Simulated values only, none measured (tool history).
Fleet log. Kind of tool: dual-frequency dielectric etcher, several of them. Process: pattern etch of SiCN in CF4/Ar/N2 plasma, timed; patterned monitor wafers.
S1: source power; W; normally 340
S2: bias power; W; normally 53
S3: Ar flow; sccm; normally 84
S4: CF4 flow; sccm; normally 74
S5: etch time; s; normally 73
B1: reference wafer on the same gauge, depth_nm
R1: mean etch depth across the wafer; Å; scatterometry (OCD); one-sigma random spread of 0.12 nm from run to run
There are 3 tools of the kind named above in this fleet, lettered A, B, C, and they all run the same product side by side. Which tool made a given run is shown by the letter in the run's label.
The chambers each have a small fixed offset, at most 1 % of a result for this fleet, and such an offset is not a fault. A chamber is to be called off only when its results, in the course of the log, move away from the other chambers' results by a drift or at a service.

{"run": "1A", "hour": 5.8, "S1": 340, "S2": 53, "S3": 84, "S4": 74, "S5": 73, "B1": 45.005, "R1": 456.78}
{"run": "2B", "hour": 10.1, "S1": 340, "S2": 53, "S3": 84, "S4": 74, "S5": 73, "B1": 45.004, "R1": 455.45}
{"run": "3C", "hour": 16.6, "S1": 340, "S2": 53, "S3": 84, "S4": 74, "S5": 73, "B1": 45.005, "R1": 458.59}
{"run": "4A", "hour": 24.6, "S1": 340, "S2": 53, "S3": 84, "S4": 74, "S5": 73, "B1": 45.006, "R1": 459.27}
{"run": "5C", "hour": 28.7, "S1": 340, "S2": 42, "S3": 84, "S4": 62, "S5": 73, "B1": 45.011, "R1": 414.58}
{"run": "6B", "hour": 35.3, "S1": 340, "S2": 42, "S3": 84, "S4": 62, "S5": 73, "B1": 45.001, "R1": 409.86}
{"run": "7B", "hour": 43.5, "S1": 340, "S2": 42, "S3": 84, "S4": 62, "S5": 73, "B1": 44.995, "R1": 410}
{"run": "8A", "hour": 51.1, "S1": 340, "S2": 53, "S3": 84, "S4": 64, "S5": 73, "B1": 44.991, "R1": 446.15}
{"run": "9C", "hour": 58.6, "S1": 340, "S2": 53, "S3": 84, "S4": 64, "S5": 73, "B1": 45.017, "R1": 448.04}
{"run": "10A", "hour": 65.2, "S1": 340, "S2": 53, "S3": 84, "S4": 64, "S5": 73, "B1": 45.012, "R1": 448.11}
{"run": "11C", "hour": 70.4, "S1": 340, "S2": 53, "S3": 84, "S4": 74, "S5": 73, "B1": 45.004, "R1": 459.95}
{"run": "12B", "hour": 79.8, "S1": 340, "S2": 53, "S3": 84, "S4": 74, "S5": 73, "B1": 44.985, "R1": 453.12}
{"run": "13C", "hour": 86.2, "S1": 340, "S2": 53, "S3": 103, "S4": 74, "S5": 56.5, "B1": 44.979, "R1": 344.98}
{"run": "14A", "hour": 92.4, "S1": 340, "S2": 53, "S3": 103, "S4": 74, "S5": 56.5, "B1": 45.015, "R1": 343.65}
{"run": "15B", "hour": 98.0, "S1": 340, "S2": 53, "S3": 103, "S4": 74, "S5": 56.5, "B1": 44.982, "R1": 341.91}
{"run": "16C", "hour": 105.0, "S1": 340, "S2": 53, "S3": 94, "S4": 74, "S5": 73, "B1": 44.998, "R1": 452.71}
{"run": "17B", "hour": 110.9, "S1": 340, "S2": 53, "S3": 94, "S4": 74, "S5": 73, "B1": 45.004, "R1": 446.73}
{"run": "18A", "hour": 115.6, "S1": 340, "S2": 53, "S3": 94, "S4": 74, "S5": 73, "B1": 45.006, "R1": 449.55}
{"run": "19B", "hour": 122.3, "S1": 340, "S2": 53, "S3": 84, "S4": 74, "S5": 73, "B1": 44.984, "R1": 454.97}
{"run": "20C", "hour": 127.5, "S1": 340, "S2": 53, "S3": 84, "S4": 74, "S5": 53, "B1": 44.994, "R1": 335.8}
{"hour": 130.4, "done": "chamber C: wet clean of the chamber"}
{"run": "21A", "hour": 136.7, "S1": 340, "S2": 53, "S3": 84, "S4": 74, "S5": 53, "B1": 44.979, "R1": 332.47}
{"run": "22A", "hour": 141.0, "S1": 340, "S2": 53, "S3": 84, "S4": 74, "S5": 53, "B1": 45.007, "R1": 332.47}
{"hour": 143.7, "done": "chamber A: wet clean of the chamber"}
{"run": "23C", "hour": 148.5, "S1": 340, "S2": 53, "S3": 84, "S4": 74, "S5": 73, "B1": 45.026, "R1": 463.95}
{"hour": 151.1, "done": "chamber B: wet clean of the chamber"}
{"run": "24B", "hour": 155.4, "S1": 340, "S2": 53, "S3": 84, "S4": 74, "S5": 73, "B1": 44.996, "R1": 453.24}
{"run": "25C", "hour": 163.9, "S1": 340, "S2": 53, "S3": 84, "S4": 74, "S5": 73, "B1": 44.984, "R1": 466.44}
{"run": "26A", "hour": 168.8, "S1": 340, "S2": 53, "S3": 84, "S4": 74, "S5": 73, "B1": 45, "R1": 457.55}
{"run": "27B", "hour": 177.0, "S1": 340, "S2": 53, "S3": 84, "S4": 74, "S5": 73, "B1": 44.991, "R1": 456.18}
{"run": "28C", "hour": 186.0, "S1": 340, "S2": 53, "S3": 84, "S4": 74, "S5": 73, "B1": 44.963, "R1": 468.84}
{"run": "29A", "hour": 194.7, "S1": 340, "S2": 53, "S3": 84, "S4": 74, "S5": 73, "B1": 44.986, "R1": 456.84}
{"hour": 196.3, "done": "chamber A: bias power generator calibrated"}
{"run": "30B", "hour": 204.3, "S1": 340, "S2": 53, "S3": 84, "S4": 74, "S5": 73, "B1": 45.002, "R1": 452.25}
{"hour": 205.0, "done": "chamber C: bias power generator calibrated"}
{"run": "31B", "hour": 212.5, "S1": 340, "S2": 53, "S3": 84, "S4": 74, "S5": 73, "B1": 45.026, "R1": 454.58}
{"run": "32A", "hour": 219.1, "S1": 340, "S2": 53, "S3": 84, "S4": 74, "S5": 73, "B1": 44.984, "R1": 455.97}
{"run": "33C", "hour": 225.7, "S1": 340, "S2": 53, "S3": 84, "S4": 74, "S5": 73, "B1": 45.002, "R1": 473.15}
{"run": "34B", "hour": 230.8, "S1": 340, "S2": 53, "S3": 84, "S4": 74, "S5": 73, "B1": 44.995, "R1": 457.22}

For the next run the whole fleet of 3 chambers uses the same settings. Give each chamber's results:
{"run": "35A", "hour": 237.7, "S1": 340, "S2": 45, "S3": 84, "S4": 74, "S5": 73, "R1": "?"}
{"run": "35B", "hour": 237.7, "S1": 340, "S2": 45, "S3": 84, "S4": 74, "S5": 73, "R1": "?"}
{"run": "35C", "hour": 237.7, "S1": 340, "S2": 45, "S3": 84, "S4": 74, "S5": 73, "R1": "?"}

run=35A R1=435.77
run=35B R1=432.11
run=35C R1=448.28
